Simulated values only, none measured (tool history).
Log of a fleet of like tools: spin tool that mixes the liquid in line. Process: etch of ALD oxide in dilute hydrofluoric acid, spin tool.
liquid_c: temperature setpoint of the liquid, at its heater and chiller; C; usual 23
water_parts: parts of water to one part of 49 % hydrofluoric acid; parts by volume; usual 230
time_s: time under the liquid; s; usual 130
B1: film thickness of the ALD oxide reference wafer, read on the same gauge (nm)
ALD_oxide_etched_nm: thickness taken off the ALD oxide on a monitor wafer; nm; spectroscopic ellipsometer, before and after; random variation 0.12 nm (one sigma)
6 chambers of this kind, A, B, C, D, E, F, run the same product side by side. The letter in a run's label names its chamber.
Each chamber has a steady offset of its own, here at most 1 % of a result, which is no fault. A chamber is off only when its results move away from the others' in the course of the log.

run 1B hour=6.6 | liquid_c=23 water_parts=230 time_s=130 | B1=69.979 | ALD_oxide_etched_nm=13.802
run 2C hour=12.3 | liquid_c=23 water_parts=230 time_s=130 | B1=69.956 | ALD_oxide_etched_nm=13.584
run 3F hour=15.5 | liquid_c=23 water_parts=230 time_s=130 | B1=69.966 | ALD_oxide_etched_nm=13.869
run 4D hour=22.1 | liquid_c=23 water_parts=230 time_s=130 | B1=70.015 | ALD_oxide_etched_nm=13.495
run 5E hour=28.5 | liquid_c=23 water_parts=230 time_s=130 | B1=70.023 | ALD_oxide_etched_nm=13.747
run 6A hour=32.4 | liquid_c=23 water_parts=230 time_s=130 | B1=70.001 | ALD_oxide_etched_nm=13.636
run 7D hour=39.6 | liquid_c=23 water_parts=230 time_s=130 | B1=69.975 | ALD_oxide_etched_nm=13.438
run 8A hour=44.3 | liquid_c=23 water_parts=230 time_s=130 | B1=69.983 | ALD_oxide_etched_nm=13.843
run 9F hour=50.4 | liquid_c=23 water_parts=230 time_s=130 | B1=69.973 | ALD_oxide_etched_nm=13.62
run 10C hour=56.8 | liquid_c=23 water_parts=230 time_s=130 | B1=70.032 | ALD_oxide_etched_nm=13.469
run 11B hour=61.3 | liquid_c=23 water_parts=230 time_s=130 | B1=70.002 | ALD_oxide_etched_nm=13.626
run 12E hour=65.6 | liquid_c=23 water_parts=230 time_s=130 | B1=70.044 | ALD_oxide_etched_nm=13.643
run 13D hour=71.2 | liquid_c=23 water_parts=230 time_s=130 | B1=70.036 | ALD_oxide_etched_nm=13.571
run 14A hour=74.7 | liquid_c=23 water_parts=230 time_s=130 | B1=69.983 | ALD_oxide_etched_nm=13.751
run 15B hour=79 | liquid_c=23 water_parts=230 time_s=130 | B1=70.014 | ALD_oxide_etched_nm=13.578
run 16F hour=85.4 | liquid_c=23 water_parts=230 time_s=130 | B1=69.962 | ALD_oxide_etched_nm=13.597
run 17E hour=91.4 | liquid_c=23 water_parts=230 time_s=130 | B1=69.975 | ALD_oxide_etched_nm=13.64
run 18C hour=97.1 | liquid_c=23 water_parts=230 time_s=130 | B1=70.007 | ALD_oxide_etched_nm=13.561
run 19A hour=103.2 | liquid_c=18.5 water_parts=130 time_s=130 | B1=70.028 | ALD_oxide_etched_nm=22.279
run 20B hour=108.3 | liquid_c=18.5 water_parts=130 time_s=130 | B1=70.03 | ALD_oxide_etched_nm=22.754
run 21C hour=111.9 | liquid_c=18.5 water_parts=130 time_s=130 | B1=70.001 | ALD_oxide_etched_nm=22.135
run 22F hour=115.8 | liquid_c=18.5 water_parts=130 time_s=130 | B1=69.989 | ALD_oxide_etched_nm=22.27
run 23D hour=121.6 | liquid_c=18.5 water_parts=130 time_s=130 | B1=69.976 | ALD_oxide_etched_nm=22.267
run 24E hour=127 | liquid_c=18.5 water_parts=130 time_s=130 | B1=70.038 | ALD_oxide_etched_nm=22.053
-- hour=130.6 chamber F: hydrofluoric acid flow meter replaced
run 25F hour=131.9 | liquid_c=23 water_parts=230 time_s=130 | B1=69.973 | ALD_oxide_etched_nm=13.617
run 26E hour=137.5 | liquid_c=23 water_parts=230 time_s=190 | B1=69.969 | ALD_oxide_etched_nm=19.873
run 27C hour=144.3 | liquid_c=23 water_parts=230 time_s=190 | B1=69.979 | ALD_oxide_etched_nm=19.779
run 28A hour=148.3 | liquid_c=23 water_parts=230 time_s=190 | B1=70.027 | ALD_oxide_etched_nm=20.097
run 29B hour=152.2 | liquid_c=23 water_parts=230 time_s=190 | B1=70.021 | ALD_oxide_etched_nm=19.718
run 30D hour=155.4 | liquid_c=23 water_parts=230 time_s=190 | B1=70.009 | ALD_oxide_etched_nm=19.826
run 31A hour=160.4 | liquid_c=23 water_parts=230 time_s=190 | B1=69.999 | ALD_oxide_etched_nm=20.246
run 32E hour=166.7 | liquid_c=27 water_parts=315 time_s=130 | B1=70.04 | ALD_oxide_etched_nm=10.408
run 33F hour=172.1 | liquid_c=27 water_parts=315 time_s=130 | B1=69.989 | ALD_oxide_etched_nm=10.652
-- hour=175.6 chamber B: hydrofluoric acid flow meter replaced
run 34B hour=177 | liquid_c=27 water_parts=315 time_s=130 | B1=70.001 | ALD_oxide_etched_nm=10.397
run 35D hour=182.6 | liquid_c=27 water_parts=315 time_s=130 | B1=70.025 | ALD_oxide_etched_nm=10.671
run 36C hour=186.5 | liquid_c=27 water_parts=315 time_s=130 | B1=69.977 | ALD_oxide_etched_nm=10.297
run 37C hour=191.9 | liquid_c=27 water_parts=315 time_s=130 | B1=69.994 | ALD_oxide_etched_nm=10.55
run 38E hour=195.4 | liquid_c=23 water_parts=230 time_s=130 | B1=70.019 | ALD_oxide_etched_nm=13.491
run 39F hour=199.6 | liquid_c=23 water_parts=230 time_s=130 | B1=69.962 | ALD_oxide_etched_nm=13.622
run 40D hour=206.8 | liquid_c=23 water_parts=230 time_s=130 | B1=69.973 | ALD_oxide_etched_nm=13.582
run 41B hour=213.6 | liquid_c=23 water_parts=230 time_s=130 | B1=69.968 | ALD_oxide_etched_nm=13.709
run 42A hour=220.1 | liquid_c=23 water_parts=230 time_s=130 | B1=69.973 | ALD_oxide_etched_nm=13.755
run 43F hour=224.9 | liquid_c=19.5 water_parts=155 time_s=130 | B1=69.937 | ALD_oxide_etched_nm=18.942

All 6 chambers run these settings next. Forecast each chamber's results:
run 44A hour=230 | liquid_c=21.5 water_parts=230 time_s=130 | ALD_oxide_etched_nm=?
run 44B hour=230 | liquid_c=21.5 water_parts=230 time_s=130 | ALD_oxide_etched_nm=?
run 44C hour=230 | liquid_c=21.5 water_parts=230 time_s=130 | ALD_oxide_etched_nm=?
run 44D hour=230 | liquid_c=21.5 water_parts=230 time_s=130 | ALD_oxide_etched_nm=?
run 44E hour=230 | liquid_c=21.5 water_parts=230 time_s=130 | ALD_oxide_etched_nm=?
run 44F hour=230 | liquid_c=21.5 water_parts=230 time_s=130 | ALD_oxide_etched_nm=?

run=44A ALD_oxide_etched_nm=12.739
run=44B ALD_oxide_etched_nm=12.868
run=44C ALD_oxide_etched_nm=12.783
run=44D ALD_oxide_etched_nm=12.774
run=44E ALD_oxide_etched_nm=12.809
run=44F ALD_oxide_etched_nm=12.715

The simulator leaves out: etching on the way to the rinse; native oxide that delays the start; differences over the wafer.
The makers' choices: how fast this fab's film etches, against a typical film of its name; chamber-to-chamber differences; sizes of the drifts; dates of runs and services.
